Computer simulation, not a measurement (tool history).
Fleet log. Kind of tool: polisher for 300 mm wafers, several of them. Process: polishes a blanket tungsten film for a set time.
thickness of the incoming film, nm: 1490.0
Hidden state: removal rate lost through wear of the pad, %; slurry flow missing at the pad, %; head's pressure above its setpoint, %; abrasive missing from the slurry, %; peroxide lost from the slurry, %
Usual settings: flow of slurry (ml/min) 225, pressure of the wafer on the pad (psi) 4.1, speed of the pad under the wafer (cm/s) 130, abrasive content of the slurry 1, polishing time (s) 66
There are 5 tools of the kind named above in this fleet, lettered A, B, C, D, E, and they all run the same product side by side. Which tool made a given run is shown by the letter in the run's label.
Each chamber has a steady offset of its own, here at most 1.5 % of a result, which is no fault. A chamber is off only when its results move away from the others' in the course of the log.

run   hour  flow of slurry (ml/min)  pressure of the wafer on the pad (psi)  speed of the pad under the wafer (cm/s)  abrasive content of the slurry  polishing time (s)  wafers polished on this pad  hours since the slurry nozzle was cleaned  hours since the head pressure was calibrated  hours since the slurry blender was calibrated  hours since the slurry got fresh peroxide  film removed (Å)
         8  -- chamber D: worn pad replaced by a new one
      12.5  -- chamber B: worn pad replaced by a new one
 1B   13.9                      225                                     4.1                                      130                               1                  66                           12                                      117.1                                           949                                           86.9                                       36.9            4238.5
      21.6  -- chamber A: head pressure recalibrated
 2E   26.7                      225                                     4.1                                      130                               1                  66                          673                                      169.8                                         286.5                                          334.4                                       65.9            4092.1
      31.5  -- chamber C: slurry tank refilled with fresh slurry and peroxide
 3D   34.6                      225                                     4.1                                      130                               1                  66                          225                                      142.6                                         701.3                                           60.2                                         56            4062.6
      40.1  -- chamber C: slurry blender recalibrated
      44.5  -- chamber E: worn pad replaced by a new one
 4C   48.4                      225                                     4.1                                      130                               1                  66                          692                                        190                                         315.6                                            8.4                                       16.9            4243.8
      50.6  -- chamber A: worn pad replaced by a new one
        53  -- chamber B: slurry tank refilled with fresh slurry and peroxide
      61.6  -- chamber D: slurry tank refilled with fresh slurry and peroxide
 5A   62.7                      225                                     3.3                                      130                             1.3                  66                          103                                       79.9                                          41.2                                          294.4                                      163.5            3499.2
 6A   73.8                      225                                     3.3                                      130                             1.3                  66                          197                                         91                                          52.3                                          305.5                                      174.6            3486.6
      76.9  -- chamber C: slurry nozzle cleaned
      80.5  -- chamber A: slurry tank refilled with fresh slurry and peroxide
 7D   86.5                      225                                     3.3                                      130                             1.3                  66                          664                                      194.5                                         753.2                                          112.1                                         25            3508.2
      96.9  -- chamber B: worn pad replaced by a new one
 8E   98.1                      225                                     3.3                                      130                             1.3                  66                          454                                      241.2                                         357.9                                          405.8                                      137.3            3505.7
       104  -- chamber D: worn pad replaced by a new one
     112.7  -- chamber E: slurry tank refilled with fresh slurry and peroxide
 9C  113.8                      225                                     3.3                                      130                             1.3                  66                         1245                                       36.9                                           381                                           73.8                                       82.3            3595.3
       117  -- chamber C: worn pad replaced by a new one
     124.2  -- chamber D: head pressure recalibrated
10B  125.9                      225                                     4.1                                      130                               1                  66                          245                                      229.1                                          1061                                          198.9                                         73            4160.9
     126.5  -- chamber B: head pressure recalibrated
     132.1  -- chamber E: slurry blender recalibrated
     132.4  -- chamber B: slurry tank refilled with fresh slurry and peroxide
11C  136.1                      225                                     4.1                                      130                               1                  66                          162                                       59.2                                         403.3                                           96.1                                      104.6            4228.4
     137.8  -- chamber D: slurry blender recalibrated
       145  -- chamber D: slurry tank refilled with fresh slurry and peroxide
     147.2  -- chamber E: worn pad replaced by a new one
12B  151.7                      225                                     4.1                                      130                               1                  66                          463                                      254.9                                          25.2                                          224.7                                       19.4            4402.6
13D  161.7                      225                                     4.1                                      130                               1                  66                          488                                      269.7                                          37.5                                           23.9                                       16.7            4085.7
     168.4  -- chamber A: worn pad replaced by a new one
14E  175.1                      225                                     4.1                                      130                               1                  66                          236                                      318.2                                         434.9                                             43                                       62.5            4149.5
15A  188.7                      225                                     4.1                                      130                               1                  66                          172                                      205.9                                         167.2                                          420.4                                      108.3            4104.7
     193.4  -- chamber D: worn pad replaced by a new one
16B  196.7                      225                                     4.1                                      130                               1                  66                          844                                      299.9                                          70.2                                          269.7                                       64.4              4385
       200  -- chamber B: worn pad replaced by a new one
     209.5  -- chamber D: slurry tank refilled with fresh slurry and peroxide
     212.4  -- chamber B: slurry tank refilled with fresh slurry and peroxide
17C  212.8                      225                                     4.1                                      130                               1                  66                          811                                      135.9                                           480                                          172.8                                      181.3            4162.4
18A  225.3                      225                                     4.1                                      130                               1                  66                          481                                      242.5                                         203.8                                            457                                      144.9            4077.6
     225.8  -- chamber C: slurry tank refilled with fresh slurry and peroxide
     229.2  -- chamber A: slurry blender recalibrated
19E  236.8                      225                                     4.1                                      130                               1                  66                          758                                      379.9                                         496.6                                          104.7                                      124.2            4093.1
     237.6  -- chamber B: slurry blender recalibrated
     244.6  -- chamber E: slurry tank refilled with fresh slurry and peroxide
20D  248.5                      225                                     4.1                                      160                               1                  66                          466                                      356.5                                         124.3                                          110.7                                         39            5053.8
     248.9  -- chamber E: worn pad replaced by a new one
     253.6  -- chamber C: worn pad replaced by a new one
     259.5  -- chamber A: slurry tank refilled with fresh slurry and peroxide
     259.6  -- chamber A: worn pad replaced by a new one
21C  264.1                      225                                     4.1                                      160                               1                  66                           89                                      187.2                                         531.3                                          224.1                                       38.3            5185.2
22B  271.9                      225                                     4.1                                      160                               1                  66                          609                                      375.1                                         145.4                                           34.3                                       59.5            5435.9
23D  279.9                      225                                     4.1                                      160                               1                  66                          731                                      387.9                                         155.7                                          142.1                                       70.4            5121.1
     280.8  -- chamber D: slurry tank refilled with fresh slurry and peroxide
       283  -- chamber D: worn pad replaced by a new one
     287.8  -- chamber C: slurry nozzle cleaned
       289  -- chamber D: slurry blender recalibrated
24E  289.7                      225                                     4.1                                      160                               1                  66                          345                                      432.8                                         549.5                                          157.6                                       45.1            5017.5
     295.7  -- chamber B: slurry tank refilled with fresh slurry and peroxide
     300.9  -- chamber B: worn pad replaced by a new one
25A  301.1                      225                                     4.1                                      130                               1                  66                          351                                      318.3                                         279.6                                           71.9                                       41.6            4095.4
26C  312.6                      225                                     4.1                                      130                               1                  66                          499                                       24.9                                         579.8                                          272.6                                       86.8            4221.2
27E  325.7                      225                                     4.1                                      130                               1                  66                          650                                      468.8                                         585.5                                          193.6                                       81.1            4188.4
28A  338.8                      225                                     4.1                                      130                               1                  66                          670                                        356                                         317.3                                          109.6                                       79.3            4052.9
29D  348.7                      225                                     4.1                                      130                               1                  66                          555                                      456.7                                         224.5                                           59.7                                       67.9            4091.4
30B  363.4                      225                                     4.1                                      102                               1                  58                          529                                      466.6                                         236.9                                          125.8                                       67.7            3069.3

The same settings go to every chamber for the next run, one line per chamber below. Forecast the results for each:
31A  375.1                      225                                     4.1                                      130                               1                  66                                                                                                                                                                                                                                 ?
31B  375.1                      225                                     4.1                                      130                               1                  66                                                                                                                                                                                                                                 ?
31C  375.1                      225                                     4.1                                      130                               1                  66                                                                                                                                                                                                                                 ?
31D  375.1                      225                                     4.1                                      130                               1                  66                                                                                                                                                                                                                                 ?
31E  375.1                      225                                     4.1                                      130                               1                  66                                                                                                                                                                                                                                 ?

run  film removed (Å)
31A            4120.8
31B            4464.2
31C              4079
31D            4091.7
31E              4193
